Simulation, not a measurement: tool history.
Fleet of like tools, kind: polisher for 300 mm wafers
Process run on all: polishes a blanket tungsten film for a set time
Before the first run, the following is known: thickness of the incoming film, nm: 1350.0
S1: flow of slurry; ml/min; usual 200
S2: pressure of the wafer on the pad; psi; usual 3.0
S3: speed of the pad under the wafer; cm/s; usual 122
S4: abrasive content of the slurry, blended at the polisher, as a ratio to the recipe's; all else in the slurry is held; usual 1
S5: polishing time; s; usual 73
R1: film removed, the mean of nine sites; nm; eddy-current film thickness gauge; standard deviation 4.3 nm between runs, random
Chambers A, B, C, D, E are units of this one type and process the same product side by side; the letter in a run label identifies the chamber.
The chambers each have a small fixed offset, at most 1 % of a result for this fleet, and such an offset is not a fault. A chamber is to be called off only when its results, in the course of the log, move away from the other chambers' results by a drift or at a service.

run,hour,S1,S2,S3,S4,S5,R1
# hour 1.9: chamber B: head pressure recalibrated
# hour 4.0: chamber D: worn pad replaced by a new one
# hour 10.3: chamber D: slurry tank refilled with fresh slurry and peroxide
1B,11.8,200,3.0,122,1,73,353.02
2D,18.9,200,3.0,122,1,73,342.33
# hour 30.3: chamber E: slurry blender recalibrated
# hour 30.6: chamber B: slurry tank refilled with fresh slurry and peroxide
3C,30.9,200,3.0,122,1,73,338.77
# hour 31.7: chamber D: head pressure recalibrated
# hour 42.6: chamber A: slurry blender recalibrated
4E,42.6,200,3.0,122,1,73,336.55
# hour 44.9: chamber A: slurry tank refilled with fresh slurry and peroxide
5A,50.2,200,3.0,122,1,73,342.59
6C,60.2,200,3.0,122,1,73,335.78
7A,67.1,200,3.0,122,1,73,350.24
8B,73.2,200,3.0,122,1,73,342.02
# hour 73.8: chamber B: worn pad replaced by a new one
# hour 77.7: chamber E: slurry tank refilled with fresh slurry and peroxide
9E,81.4,245,3.0,88,1,73,254.04
# hour 89.9: chamber C: worn pad replaced by a new one
10D,92.0,245,3.0,88,1,73,253.92
# hour 93.4: chamber C: slurry blender recalibrated
# hour 95.3: chamber E: worn pad replaced by a new one
11D,98.4,245,3.0,88,1,73,255.05
# hour 101.0: chamber A: worn pad replaced by a new one
12A,104.3,245,3.0,88,1,73,257.44
13E,112.8,245,3.0,88,1,73,250.11
14B,122.1,200,3.0,122,1,73,351.53
15C,134.0,200,3.0,122,1,73,332.52
16D,141.6,200,3.0,122,1,73,343.36
# hour 147.5: chamber A: slurry tank refilled with fresh slurry and peroxide
# hour 148.3: chamber D: worn pad replaced by a new one
17C,149.8,200,3.0,122,1,73,335.57
18E,157.3,200,3.0,122,1,73,336.63
19A,163.5,200,3.0,122,1,73,346.65
# hour 166.1: chamber D: slurry tank refilled with fresh slurry and peroxide
20B,170.8,200,3.0,122,1,73,347.31
21B,178.6,200,3.0,122,1,73,339.41
22E,187.1,200,3.0,122,1,73,343.86
23D,196.7,200,3.0,122,1,73,336.49
# hour 197.6: chamber B: slurry tank refilled with fresh slurry and peroxide
# hour 200.2: chamber C: head pressure recalibrated
# hour 203.2: chamber A: worn pad replaced by a new one
24C,205.5,200,3.0,122,1,73,330.85
25A,214.2,200,2.3,122,1,73,263.05
26D,220.7,200,2.3,122,1,73,259.08
# hour 220.8: chamber B: worn pad replaced by a new one
# hour 228.3: chamber E: slurry tank refilled with fresh slurry and peroxide
27E,232.6,200,2.3,122,1,73,263.17
# hour 237.2: chamber C: worn pad replaced by a new one
28A,241.2,200,2.3,122,1,73,259.98
29C,246.8,200,2.3,122,1,73,251.35
# hour 248.4: chamber D: slurry blender recalibrated
# hour 253.9: chamber A: slurry tank refilled with fresh slurry and peroxide
30B,254.9,200,3.0,122,1,73,344.50
31A,262.8,200,3.0,122,1,73,354.46
# hour 264.7: chamber E: worn pad replaced by a new one
32E,274.0,200,3.0,122,1,73,333.85
# hour 275.9: chamber E: head pressure recalibrated
33B,283.6,200,3.0,122,1,73,353.76
34D,292.8,200,3.0,122,1,73,335.93
# hour 296.4: chamber D: worn pad replaced by a new one
35C,298.8,200,3.0,122,1,73,314.51
# hour 305.4: chamber B: slurry blender recalibrated
# hour 305.6: chamber D: slurry tank refilled with fresh slurry and peroxide
36A,310.1,200,3.0,122,1,73,343.08
37C,315.8,200,3.0,122,1,73,317.53
38E,326.1,200,3.0,152,1,73,422.64
39B,332.8,200,3.0,152,1,73,420.97
# hour 337.6: chamber A: slurry nozzle cleaned
# hour 340.0: chamber A: worn pad replaced by a new one
40D,344.2,200,3.0,152,1,73,422.15
41D,349.9,200,3.0,152,1,73,431.65
42A,356.6,200,3.0,152,1,73,422.68

Is one chamber off against the others, does the gauge drift, or is nothing wrong? If a chamber is off, say which, and what the likeliest cause is.

Little by little, chamber C moves away from the other chambers.
Likeliest cause: peroxide lost from the slurry, % = 22.4.
With only this log, it may be confused with: slurry flow missing at the pad, %.

Which of the 4 candidates below, each the usual settings with something changed and its results left as question marks, puts chamber C back in line with what the other chambers give on the usual settings?
To be in line, a result may differ from the other chambers' mean on the usual settings by at most: R1 15.00 nm
43C-1,365.2,200,3.1,126,1,76,?
43C-2,365.2,200,2.7,112,1,73,?
43C-3,365.2,200,3.0,122,1,66,?
43C-4,365.2,205,3.3,134,1,73,?

Average result of the remaining chambers running the usual settings: R1 342.89 nm
run,R1
43C-1,346.44
43C-2,257.69
43C-3,281.93
43C-4,377.87
The right change is 43C-1: it brings the chamber back within the allowed miss of the others.
